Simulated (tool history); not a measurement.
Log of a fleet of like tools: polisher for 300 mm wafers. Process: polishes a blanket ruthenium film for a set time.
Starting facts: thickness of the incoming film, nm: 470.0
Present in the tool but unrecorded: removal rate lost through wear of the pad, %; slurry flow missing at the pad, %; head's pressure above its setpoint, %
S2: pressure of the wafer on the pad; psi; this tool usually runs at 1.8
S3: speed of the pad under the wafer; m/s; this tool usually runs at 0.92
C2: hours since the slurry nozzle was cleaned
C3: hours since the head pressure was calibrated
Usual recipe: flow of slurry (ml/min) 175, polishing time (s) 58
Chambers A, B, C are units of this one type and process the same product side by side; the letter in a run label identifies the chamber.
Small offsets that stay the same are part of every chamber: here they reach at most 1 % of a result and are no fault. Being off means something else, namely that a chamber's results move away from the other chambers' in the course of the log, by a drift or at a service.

run 1B hour=14.6 | flow_of_slurry_(ml/min)=175 S2=1.8 S3=0.92 polishing_time_(s)=58 | wafers_polished_on_this_pad=646 C2=188.4 C3=95.2 | film_removed_(angstrom)=604.52
run 2C hour=22.2 | flow_of_slurry_(ml/min)=175 S2=1.8 S3=0.92 polishing_time_(s)=58 | wafers_polished_on_this_pad=299 C2=78.3 C3=453.1 | film_removed_(angstrom)=601.2
run 3A hour=38 | flow_of_slurry_(ml/min)=175 S2=1.8 S3=0.92 polishing_time_(s)=58 | wafers_polished_on_this_pad=422 C2=596.9 C3=809.1 | film_removed_(angstrom)=593.67
run 4C hour=49.7 | flow_of_slurry_(ml/min)=175 S2=1.8 S3=0.92 polishing_time_(s)=58 | wafers_polished_on_this_pad=544 C2=105.8 C3=480.6 | film_removed_(angstrom)=601.24
run 5B hour=61.1 | flow_of_slurry_(ml/min)=175 S2=1.8 S3=0.92 polishing_time_(s)=58 | wafers_polished_on_this_pad=1061 C2=234.9 C3=141.7 | film_removed_(angstrom)=584.29
-- hour=63.9 chamber B: worn pad replaced by a new one
run 6A hour=75.7 | flow_of_slurry_(ml/min)=175 S2=2.2 S3=0.92 polishing_time_(s)=41 | wafers_polished_on_this_pad=758 C2=634.6 C3=846.8 | film_removed_(angstrom)=517.42
run 7B hour=84.7 | flow_of_slurry_(ml/min)=175 S2=2.2 S3=0.92 polishing_time_(s)=41 | wafers_polished_on_this_pad=185 C2=258.5 C3=165.3 | film_removed_(angstrom)=521.03
-- hour=86.2 chamber C: worn pad replaced by a new one
run 8A hour=95 | flow_of_slurry_(ml/min)=175 S2=2.2 S3=0.92 polishing_time_(s)=41 | wafers_polished_on_this_pad=930 C2=653.9 C3=866.1 | film_removed_(angstrom)=514.31
run 9C hour=110.2 | flow_of_slurry_(ml/min)=175 S2=1.8 S3=0.92 polishing_time_(s)=65 | wafers_polished_on_this_pad=214 C2=166.3 C3=541.1 | film_removed_(angstrom)=656.33
run 10B hour=121.6 | flow_of_slurry_(ml/min)=175 S2=1.8 S3=0.92 polishing_time_(s)=65 | wafers_polished_on_this_pad=514 C2=295.4 C3=202.2 | film_removed_(angstrom)=665.8
-- hour=126.2 chamber A: worn pad replaced by a new one
run 11C hour=129.7 | flow_of_slurry_(ml/min)=175 S2=1.8 S3=0.92 polishing_time_(s)=65 | wafers_polished_on_this_pad=388 C2=185.8 C3=560.6 | film_removed_(angstrom)=660.56
run 12A hour=138.3 | flow_of_slurry_(ml/min)=175 S2=1.8 S3=0.92 polishing_time_(s)=58 | wafers_polished_on_this_pad=108 C2=697.2 C3=909.4 | film_removed_(angstrom)=596.24
run 13B hour=154.9 | flow_of_slurry_(ml/min)=175 S2=1.8 S3=0.92 polishing_time_(s)=58 | wafers_polished_on_this_pad=811 C2=328.7 C3=235.5 | film_removed_(angstrom)=600.77
run 14A hour=165.9 | flow_of_slurry_(ml/min)=175 S2=1.8 S3=0.92 polishing_time_(s)=58 | wafers_polished_on_this_pad=354 C2=724.8 C3=937 | film_removed_(angstrom)=600.08
run 15C hour=180.3 | flow_of_slurry_(ml/min)=175 S2=1.8 S3=0.92 polishing_time_(s)=58 | wafers_polished_on_this_pad=839 C2=236.4 C3=611.2 | film_removed_(angstrom)=603.29
-- hour=192.9 chamber B: worn pad replaced by a new one
run 16C hour=195.7 | flow_of_slurry_(ml/min)=175 S2=1.8 S3=0.8 polishing_time_(s)=45 | wafers_polished_on_this_pad=977 C2=251.8 C3=626.6 | film_removed_(angstrom)=402.19
-- hour=196.3 chamber C: worn pad replaced by a new one
run 17B hour=206.7 | flow_of_slurry_(ml/min)=175 S2=1.8 S3=0.8 polishing_time_(s)=45 | wafers_polished_on_this_pad=123 C2=380.5 C3=287.3 | film_removed_(angstrom)=411.4
-- hour=210.5 chamber C: slurry nozzle cleaned
run 18A hour=219.3 | flow_of_slurry_(ml/min)=175 S2=1.8 S3=0.8 polishing_time_(s)=45 | wafers_polished_on_this_pad=831 C2=778.2 C3=990.4 | film_removed_(angstrom)=407.56
-- hour=225.1 chamber B: slurry nozzle cleaned
run 19B hour=234.9 | flow_of_slurry_(ml/min)=175 S2=1.8 S3=0.92 polishing_time_(s)=58 | wafers_polished_on_this_pad=375 C2=9.9 C3=315.5 | film_removed_(angstrom)=593.65
run 20C hour=242.8 | flow_of_slurry_(ml/min)=175 S2=1.8 S3=0.92 polishing_time_(s)=58 | wafers_polished_on_this_pad=415 C2=32.3 C3=673.7 | film_removed_(angstrom)=599.84
-- hour=247.1 chamber A: worn pad replaced by a new one
run 21A hour=251.7 | flow_of_slurry_(ml/min)=175 S2=1.8 S3=0.92 polishing_time_(s)=58 | wafers_polished_on_this_pad=41 C2=810.6 C3=1022.8 | film_removed_(angstrom)=595.17
run 22C hour=268.1 | flow_of_slurry_(ml/min)=175 S2=1.8 S3=0.92 polishing_time_(s)=58 | wafers_polished_on_this_pad=641 C2=57.6 C3=699 | film_removed_(angstrom)=604.74
-- hour=269.4 chamber A: slurry nozzle cleaned
run 23B hour=278 | flow_of_slurry_(ml/min)=175 S2=1.8 S3=0.92 polishing_time_(s)=58 | wafers_polished_on_this_pad=759 C2=53 C3=358.6 | film_removed_(angstrom)=604.17
run 24A hour=287.6 | flow_of_slurry_(ml/min)=120 S2=2.3 S3=0.92 polishing_time_(s)=58 | wafers_polished_on_this_pad=361 C2=18.3 C3=1058.7 | film_removed_(angstrom)=706.74
run 25B hour=295 | flow_of_slurry_(ml/min)=120 S2=2.3 S3=0.92 polishing_time_(s)=58 | wafers_polished_on_this_pad=911 C2=70 C3=375.6 | film_removed_(angstrom)=714.25
-- hour=299.3 chamber A: head pressure recalibrated
-- hour=307.4 chamber C: worn pad replaced by a new one
run 26C hour=310.3 | flow_of_slurry_(ml/min)=120 S2=2.3 S3=0.92 polishing_time_(s)=58 | wafers_polished_on_this_pad=26 C2=99.8 C3=741.2 | film_removed_(angstrom)=713.77
-- hour=317.5 chamber B: worn pad replaced by a new one
run 27A hour=322.4 | flow_of_slurry_(ml/min)=175 S2=1.8 S3=0.92 polishing_time_(s)=58 | wafers_polished_on_this_pad=671 C2=53.1 C3=23.2 | film_removed_(angstrom)=592.17
run 28C hour=331.2 | flow_of_slurry_(ml/min)=175 S2=1.8 S3=0.92 polishing_time_(s)=58 | wafers_polished_on_this_pad=212 C2=120.7 C3=762.1 | film_removed_(angstrom)=600.21
run 29B hour=339.8 | flow_of_slurry_(ml/min)=175 S2=1.8 S3=0.92 polishing_time_(s)=58 | wafers_polished_on_this_pad=199 C2=114.8 C3=420.4 | film_removed_(angstrom)=599.05
run 30A hour=348.2 | flow_of_slurry_(ml/min)=175 S2=1.8 S3=0.92 polishing_time_(s)=58 | wafers_polished_on_this_pad=902 C2=78.9 C3=49 | film_removed_(angstrom)=589.08
run 31A hour=363.2 | flow_of_slurry_(ml/min)=175 S2=1.8 S3=0.92 polishing_time_(s)=58 | wafers_polished_on_this_pad=1035 C2=93.9 C3=64 | film_removed_(angstrom)=606.78
-- hour=365.8 chamber C: head pressure recalibrated
-- hour=369.3 chamber A: worn pad replaced by a new one
run 32B hour=375.6 | flow_of_slurry_(ml/min)=175 S2=1.8 S3=0.92 polishing_time_(s)=58 | wafers_polished_on_this_pad=518 C2=150.6 C3=456.2 | film_removed_(angstrom)=597.61
run 33C hour=386.7 | flow_of_slurry_(ml/min)=175 S2=1.8 S3=0.92 polishing_time_(s)=58 | wafers_polished_on_this_pad=707 C2=176.2 C3=21 | film_removed_(angstrom)=596.15
run 34B hour=396.1 | flow_of_slurry_(ml/min)=175 S2=1.2 S3=0.92 polishing_time_(s)=58 | wafers_polished_on_this_pad=701 C2=171.1 C3=476.7 | film_removed_(angstrom)=402.76
run 35C hour=412.6 | flow_of_slurry_(ml/min)=175 S2=1.2 S3=0.92 polishing_time_(s)=58 | wafers_polished_on_this_pad=938 C2=202.1 C3=46.9 | film_removed_(angstrom)=395.92
-- hour=416.1 chamber C: worn pad replaced by a new one
run 36A hour=424.8 | flow_of_slurry_(ml/min)=175 S2=1.2 S3=0.92 polishing_time_(s)=58 | wafers_polished_on_this_pad=495 C2=155.5 C3=125.6 | film_removed_(angstrom)=405.67
run 37C hour=437.5 | flow_of_slurry_(ml/min)=175 S2=1.8 S3=0.92 polishing_time_(s)=58 | wafers_polished_on_this_pad=190 C2=227 C3=71.8 | film_removed_(angstrom)=597.03
run 38A hour=445.3 | flow_of_slurry_(ml/min)=175 S2=1.8 S3=0.92 polishing_time_(s)=58 | wafers_polished_on_this_pad=678 C2=176 C3=146.1 | film_removed_(angstrom)=602.09
run 39B hour=454.6 | flow_of_slurry_(ml/min)=175 S2=1.8 S3=0.92 polishing_time_(s)=58 | wafers_polished_on_this_pad=1223 C2=229.6 C3=535.2 | film_removed_(angstrom)=603.43
-- hour=466.9 chamber B: worn pad replaced by a new one
run 40B hour=468.1 | flow_of_slurry_(ml/min)=175 S2=1.8 S3=0.92 polishing_time_(s)=58 | wafers_polished_on_this_pad=10 C2=243.1 C3=548.7 | film_removed_(angstrom)=593.52
-- hour=477.3 chamber C: slurry nozzle cleaned
-- hour=483.3 chamber A: worn pad replaced by a new one
run 41C hour=484.3 | flow_of_slurry_(ml/min)=215 S2=1.8 S3=0.92 polishing_time_(s)=74 | wafers_polished_on_this_pad=608 C2=7 C3=118.6 | film_removed_(angstrom)=792.23
run 42A hour=496.6 | flow_of_slurry_(ml/min)=215 S2=1.8 S3=0.92 polishing_time_(s)=74 | wafers_polished_on_this_pad=119 C2=227.3 C3=197.4 | film_removed_(angstrom)=792.74
run 43A hour=512.3 | flow_of_slurry_(ml/min)=215 S2=1.8 S3=0.92 polishing_time_(s)=74 | wafers_polished_on_this_pad=259 C2=243 C3=213.1 | film_removed_(angstrom)=787.67
run 44B hour=523.7 | flow_of_slurry_(ml/min)=175 S2=1.8 S3=0.92 polishing_time_(s)=58 | wafers_polished_on_this_pad=506 C2=298.7 C3=604.3 | film_removed_(angstrom)=599.97

Read the log: is a single chamber off, either drifting away or since a service, is the gauge that measures every chamber drifting, or is nothing wrong beyond small per-chamber offsets? Name any odd chamber and what most likely caused it.

The fleet is healthy, with each chamber sitting at its usual small offset and no drift in the gauge.

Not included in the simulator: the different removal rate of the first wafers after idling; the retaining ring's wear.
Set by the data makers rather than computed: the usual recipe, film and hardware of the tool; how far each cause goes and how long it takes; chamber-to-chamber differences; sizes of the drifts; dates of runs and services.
